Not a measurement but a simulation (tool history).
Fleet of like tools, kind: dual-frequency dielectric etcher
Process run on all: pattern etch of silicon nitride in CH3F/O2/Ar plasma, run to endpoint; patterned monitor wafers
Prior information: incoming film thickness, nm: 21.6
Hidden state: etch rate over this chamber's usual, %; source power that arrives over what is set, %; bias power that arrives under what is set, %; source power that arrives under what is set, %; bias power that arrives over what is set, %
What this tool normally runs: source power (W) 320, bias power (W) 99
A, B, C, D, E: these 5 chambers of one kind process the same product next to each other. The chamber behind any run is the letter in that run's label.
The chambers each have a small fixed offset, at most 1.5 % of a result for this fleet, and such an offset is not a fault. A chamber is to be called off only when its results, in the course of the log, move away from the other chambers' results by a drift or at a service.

run   hour  source power (W)  bias power (W)  hours since the last wet clean  hours since the last source power generator calibration  hours since the last bias power generator calibration  endpoint time (s)
 1E    4.3               320              99                           297.7                                                   2347.5                                                 2468.7             30.310
 2B   13.0               320              99                           255.4                                                   3367.8                                                 3153.1             30.040
 3D   18.4               320              99                           387.2                                                    604.3                                                 3798.3             30.131
 4A   27.3               320              99                           292.4                                                   3128.8                                                  827.5             30.749
 5C   34.8               320              99                           450.6                                                   1055.2                                                 1213.1             30.310
 6D   43.1               320              99                           411.9                                                    629.0                                                 3823.0             29.993
 7E   52.5               320              99                           345.9                                                   2395.7                                                 2516.9             30.164
 8B   59.9               320              99                           302.3                                                   3414.7                                                 3200.0             30.219
 9C   67.0               320              99                           482.8                                                   1087.4                                                 1245.3             30.391
10A   72.1               320              99                           337.2                                                   3173.6                                                  872.3             30.882
      73.1  -- chamber C: wet clean of the chamber
11C   78.7               320              99                             5.6                                                   1099.1                                                 1257.0             30.140
12D   83.3               320              99                           452.1                                                    669.2                                                 3863.2             30.212
13B   91.6               320              99                           334.0                                                   3446.4                                                 3231.7             30.040
14E   97.9               320              99                           391.3                                                   2441.1                                                 2562.3             30.410
15A  107.2               320              99                           372.3                                                   3208.7                                                  907.4             30.650
16E  111.7               320              99                           405.1                                                   2454.9                                                 2576.1             30.353
17A  119.8               320              99                           384.9                                                   3221.3                                                  920.0             30.673
18D  126.8               320              99                           495.6                                                    712.7                                                 3906.7             30.030
19B  135.2               320              99                           377.6                                                   3490.0                                                 3275.3             29.869
20C  139.8               320              78                            66.7                                                   1160.2                                                 1318.1             33.312
     143.1  -- chamber D: wet clean of the chamber
21C  148.4               320              78                            75.3                                                   1168.8                                                 1326.7             33.065
22D  153.7               320              78                            10.6                                                    739.6                                                 3933.6             32.826
     157.2  -- chamber B: source power generator calibrated
23B  162.9               320              78                           405.3                                                      5.7                                                 3303.0             32.262
24E  172.0               320              78                           465.4                                                   2515.2                                                 2636.4             33.089
25A  179.8               320              99                           444.9                                                   3281.3                                                  980.0             30.870
26D  186.6               320              99                            43.5                                                    772.5                                                 3966.5             29.928
27C  193.2               320              99                           120.1                                                   1213.6                                                 1371.5             30.225
28B  202.6               320              99                           445.0                                                     45.4                                                 3342.7             29.629
29E  211.3               260             120                           504.7                                                   2554.5                                                 2675.7             30.186
     214.0  -- chamber E: wet clean of the chamber
30A  217.5               260             120                           482.6                                                   3319.0                                                 1017.7             30.940
31B  224.7               260             120                           467.1                                                     67.5                                                 3364.8             29.304
32A  231.7               260             120                           496.8                                                   3333.2                                                 1031.9             30.973
33C  238.0               260             120                           164.9                                                   1258.4                                                 1416.3             30.417
34E  243.5               320              99                            29.5                                                   2586.7                                                 2707.9             30.260
35D  249.6               320              99                           106.5                                                    835.5                                                 4029.5             30.073

Each of the 5 chambers runs these same settings next. Fill in every chamber's results:
36A  256.5               320              99                                                                                                                                                                  ?
36B  256.5               320              99                                                                                                                                                                  ?
36C  256.5               320              99                                                                                                                                                                  ?
36D  256.5               320              99                                                                                                                                                                  ?
36E  256.5               320              99                                                                                                                                                                  ?

run  endpoint time (s)
36A             30.673
36B             28.996
36C             30.326
36D             30.046
36E             30.259
